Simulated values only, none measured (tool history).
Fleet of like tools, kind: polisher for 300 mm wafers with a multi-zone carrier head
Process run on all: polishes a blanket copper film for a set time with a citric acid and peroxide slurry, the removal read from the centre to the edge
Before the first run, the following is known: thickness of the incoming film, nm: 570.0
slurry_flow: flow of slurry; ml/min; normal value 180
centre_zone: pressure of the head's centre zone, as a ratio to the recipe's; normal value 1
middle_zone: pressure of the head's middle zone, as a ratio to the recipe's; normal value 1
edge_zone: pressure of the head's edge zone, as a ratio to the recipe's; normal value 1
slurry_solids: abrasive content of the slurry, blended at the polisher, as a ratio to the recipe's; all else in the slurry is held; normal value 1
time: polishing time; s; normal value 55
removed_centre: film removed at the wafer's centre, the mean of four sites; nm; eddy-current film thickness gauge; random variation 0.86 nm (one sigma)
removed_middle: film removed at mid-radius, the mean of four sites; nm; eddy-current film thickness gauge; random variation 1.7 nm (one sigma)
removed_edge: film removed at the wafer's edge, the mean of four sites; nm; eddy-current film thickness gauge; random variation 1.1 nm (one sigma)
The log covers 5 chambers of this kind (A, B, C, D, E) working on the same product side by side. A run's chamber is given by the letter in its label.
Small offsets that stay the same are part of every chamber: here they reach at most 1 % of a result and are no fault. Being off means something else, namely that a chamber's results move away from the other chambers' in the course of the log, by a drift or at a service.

run,hour,slurry_flow,centre_zone,middle_zone,edge_zone,slurry_solids,time,wafers polished on this pad,hours since the slurry nozzle was cleaned,hours since the centre zone pressure was calibrated,hours since the edge zone pressure was calibrated,removed_centre,removed_middle,removed_edge
1A,7.3,180,1,1,1,1,55,701,287,85.2,278.6,113.01,109.85,112.65
# hour 11.8: chamber B: worn pad replaced by a new one
2D,18.7,180,1,1,1,1,55,276,88.1,405.4,61.8,111.98,112.34,112.27
3E,27.2,180,1,1,1,1,55,557,480.2,750.2,1387.9,110.43,112.89,111.66
# hour 30: chamber A: worn pad replaced by a new one
4C,38.7,180,1,1,1,1,55,405,650.5,143,1154.9,111.08,112.36,113.2
# hour 39.2: chamber E: worn pad replaced by a new one
5B,52.8,180,1,1,1,1,55,410,74.9,410.8,303.8,112.47,115,111.13
6B,64,180,1,1,1,1,55,522,86.1,422,315,112.05,112.72,110.38
# hour 69.4: chamber C: worn pad replaced by a new one
# hour 71.2: chamber B: worn pad replaced by a new one
7E,72.4,180,1,1,1,1,55,332,525.4,795.4,1433.1,111.1,115.39,111.04
8D,85.6,180,1,1,1,1,55,945,155,472.3,128.7,110.82,112.9,112.78
9C,94.5,180,1,1,1,1,55,251,706.3,198.8,1210.7,111.71,112.5,114.72
10A,101.8,180,1,1,1,1,55,718,381.5,179.7,373.1,112.3,114.12,109.93
11D,110.3,180,1,1,1,1,55,1192,179.7,497,153.4,113.31,111.63,113.52
# hour 114.5: chamber E: worn pad replaced by a new one
12E,124.7,180,1,1,1,1,55,102,577.7,847.7,1485.4,110.48,113.84,112.31
# hour 133.1: chamber D: worn pad replaced by a new one
# hour 138.3: chamber A: worn pad replaced by a new one
13A,139.3,180,1,1,1,1,55,10,419,217.2,410.6,113.26,109.68,111.05
# hour 143.8: chamber B: worn pad replaced by a new one
# hour 144.1: chamber C: worn pad replaced by a new one
14B,150.4,180,1,1,1,1,55,66,172.5,508.4,401.4,113.32,111.05,109.92
# hour 151.6: chamber E: edge zone pressure recalibrated
15C,158.6,180,1,1,1,1,55,145,770.4,262.9,1274.8,111.47,113.41,113.71
16E,166.3,180,1,1,1,1,55,518,619.3,889.3,14.7,111.44,113.24,113.26
# hour 170.5: chamber B: edge zone pressure recalibrated
# hour 173.8: chamber C: slurry nozzle cleaned
17C,175.7,180,1,1,1,1,55,316,2,280,1291.9,110.62,112.48,112.17
18A,183.8,180,1,1,1,1,55,455,463.5,261.7,455.1,111.92,110.99,108.72
# hour 186.8: chamber E: worn pad replaced by a new one
# hour 190.7: chamber A: edge zone pressure recalibrated
19D,193.5,180,1,1,1,1,55,604,262.9,580.2,236.6,112.78,114.49,112.73
20B,206.2,180,1,1,1,1,55,624,228.3,564.2,35.7,112.69,111.26,112.73
# hour 210.1: chamber B: worn pad replaced by a new one
# hour 212.8: chamber C: worn pad replaced by a new one
21D,217.9,180,1,1,1,1,55,848,287.3,604.6,261,111.37,111.53,110.13
# hour 219.2: chamber C: edge zone pressure recalibrated
# hour 219.5: chamber A: slurry nozzle cleaned
# hour 225.8: chamber E: slurry nozzle cleaned
22B,226.6,180,1,1,1,1,55,165,248.7,584.6,56.1,110.52,112.1,111.24
23E,237.1,180,1,1,1,1,55,504,11.3,960.1,85.5,111.17,111.03,111.53
24A,248.8,180,1,1,0.95,0.8,55,1105,29.3,326.7,58.2,108.32,107.01,103.77
# hour 251.8: chamber A: worn pad replaced by a new one
25C,255.7,180,1,1,0.95,0.8,55,429,82,360,36.6,105.77,104.67,104.62
# hour 256.7: chamber E: worn pad replaced by a new one
# hour 262.4: chamber D: worn pad replaced by a new one
26B,267.6,180,1,1,0.95,0.8,55,575,289.7,625.6,97.1,107.42,103.29,101.36
27C,274.6,180,1,1,0.95,0.8,55,618,100.9,378.9,55.5,105.32,108.25,102.74
28E,287,180,1,1,0.95,0.8,55,303,61.2,1010,135.4,107.05,107.53,102.43
29A,298.4,180,1,1,1,1,55,466,78.9,376.3,107.8,112.24,113.27,111.8
# hour 305.3: chamber D: centre zone pressure recalibrated
30D,310.6,180,1,1,1,1,55,482,380,5.4,353.7,112.77,111.66,111.06
31D,319.5,180,1,1,1,1,55,571,388.9,14.3,362.6,111.49,112.94,111.52

Does one chamber stand apart from the rest, does the shared gauge drift, or is all well apart from small per-chamber offsets? Give the chamber and the most likely cause, where there is one.

No chamber is off and the gauge is stable; the differences are just each chamber's small, constant offset.
